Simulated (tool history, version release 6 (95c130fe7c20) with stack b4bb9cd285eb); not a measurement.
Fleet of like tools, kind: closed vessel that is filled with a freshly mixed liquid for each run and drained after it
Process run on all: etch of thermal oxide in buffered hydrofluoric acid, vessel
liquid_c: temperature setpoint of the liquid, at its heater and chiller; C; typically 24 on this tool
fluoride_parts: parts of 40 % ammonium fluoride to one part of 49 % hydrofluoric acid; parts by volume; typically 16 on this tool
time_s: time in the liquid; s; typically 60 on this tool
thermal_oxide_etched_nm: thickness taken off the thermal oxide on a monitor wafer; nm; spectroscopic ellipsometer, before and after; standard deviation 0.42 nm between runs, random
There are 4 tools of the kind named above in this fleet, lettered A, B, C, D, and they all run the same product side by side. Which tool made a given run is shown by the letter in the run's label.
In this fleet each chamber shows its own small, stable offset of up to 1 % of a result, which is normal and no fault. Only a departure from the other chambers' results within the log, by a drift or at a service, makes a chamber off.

run   hour  liquid_c  fluoride_parts  time_s  hours since the thermometer was replaced  hours since the hydrofluoric acid flow meter was replaced  read-back film thickness of the thermal oxide reference wafer, read on the same gauge (nm)  thermal_oxide_etched_nm
 1B    9.9        24              16      60                                    1088.6                                                      180.8                                                                                      40.032                   42.428
 2D   20.9        24              16      60                                     643.9                                                     1102.6                                                                                      39.974                   42.151
 3C   30.4        24              16      60                                     131.6                                                     1546.7                                                                                      40.007                   42.636
      35.9  -- chamber D: hydrofluoric acid flow meter replaced
 4A   39.5        24              16      60                                     409.5                                                     2296.4                                                                                      39.985                    41.48
 5A   50.6        24              16      60                                     420.6                                                     2307.5                                                                                       40.01                   41.933
 6D   57.8        24              16      60                                     680.8                                                         22                                                                                      39.988                   42.455
 7C   69.7        24              16      60                                     170.9                                                       1586                                                                                      39.985                   42.204
 8B   81.5        24              16      60                                    1160.2                                                      252.4                                                                                      39.999                   42.176
      87.3  -- chamber A: hydrofluoric acid flow meter replaced
 9B   88.6        24              16      60                                    1167.3                                                      259.5                                                                                       40.03                   42.757
10A   99.6        24              16      60                                     469.6                                                       12.4                                                                                      39.994                   42.176
11C  110.5        24              16      60                                     211.7                                                     1626.8                                                                                      40.008                   42.185
12D  122.1        24              16      60                                     745.1                                                       86.3                                                                                      39.993                   42.914
13A  132.5        24              16      60                                     502.5                                                       45.3                                                                                      39.981                   42.816
     132.9  -- chamber C: hydrofluoric acid flow meter replaced
14B  145.3        24              16      60                                      1224                                                      316.2                                                                                      40.034                   41.095
15C  157.7        24            18.5      60                                     258.9                                                       24.8                                                                                       39.99                   36.732
16D  166.4        24            18.5      60                                     789.4                                                      130.6                                                                                      40.012                   36.359
17C  174.9        24            18.5      60                                     276.1                                                         42                                                                                      40.006                   37.527
18B  183.6        24            18.5      60                                    1262.3                                                      354.5                                                                                          40                   34.699
19A  194.5        24            12.5      60                                     564.5                                                      107.3                                                                                       40.03                   54.584
20D  204.7        24            12.5      60                                     827.7                                                      168.9                                                                                      40.013                   54.147
21A  211.3        24            12.5      60                                     581.3                                                      124.1                                                                                      40.017                   53.882
22D  218.8        24            12.5      60                                     841.8                                                        183                                                                                      39.973                   54.104
23C  224.7        24              16      60                                     325.9                                                       91.8                                                                                      39.976                   42.452
24B    236        24              16      60                                    1314.7                                                      406.9                                                                                      39.986                    40.03
25A  244.5        24              14      60                                     614.5                                                      157.3                                                                                      40.001                   48.502
26D  255.7        24              14      60                                     878.7                                                      219.9                                                                                      39.968                   48.655
27B  266.8        24              14      60                                    1345.5                                                      437.7                                                                                      40.026                   45.609
28C    280        24              14      60                                     381.2                                                      147.1                                                                                      40.008                   48.425
29C    291        24              16      60                                     392.2                                                      158.1                                                                                      39.989                   42.318
30B  300.7        24              16      60                                    1379.4                                                      471.6                                                                                      40.017                   39.363
31A  313.4        24              16      60                                     683.4                                                      226.2                                                                                      40.022                   41.691
32D  325.9        24              16      60                                     948.9                                                      290.1                                                                                      40.038                   41.996
33D  337.9        24              16      60                                     960.9                                                      302.1                                                                                      39.963                   42.443
34C  348.1        24              16      60                                     449.3                                                      215.2                                                                                      39.984                   42.964
35A  356.7        24              16      60                                     726.7                                                      269.5                                                                                      40.015                   42.975

The same settings go to every chamber for the next run, one line per chamber below. Forecast the results for each:
36A  366.2        24              16      40                                                                                                                                                                                                                         ?
36B  366.2        24              16      40                                                                                                                                                                                                                         ?
36C  366.2        24              16      40                                                                                                                                                                                                                         ?
36D  366.2        24              16      40                                                                                                                                                                                                                         ?

run  thermal_oxide_etched_nm
36A                   28.193
36B                   25.601
36C                   28.533
36D                   28.386
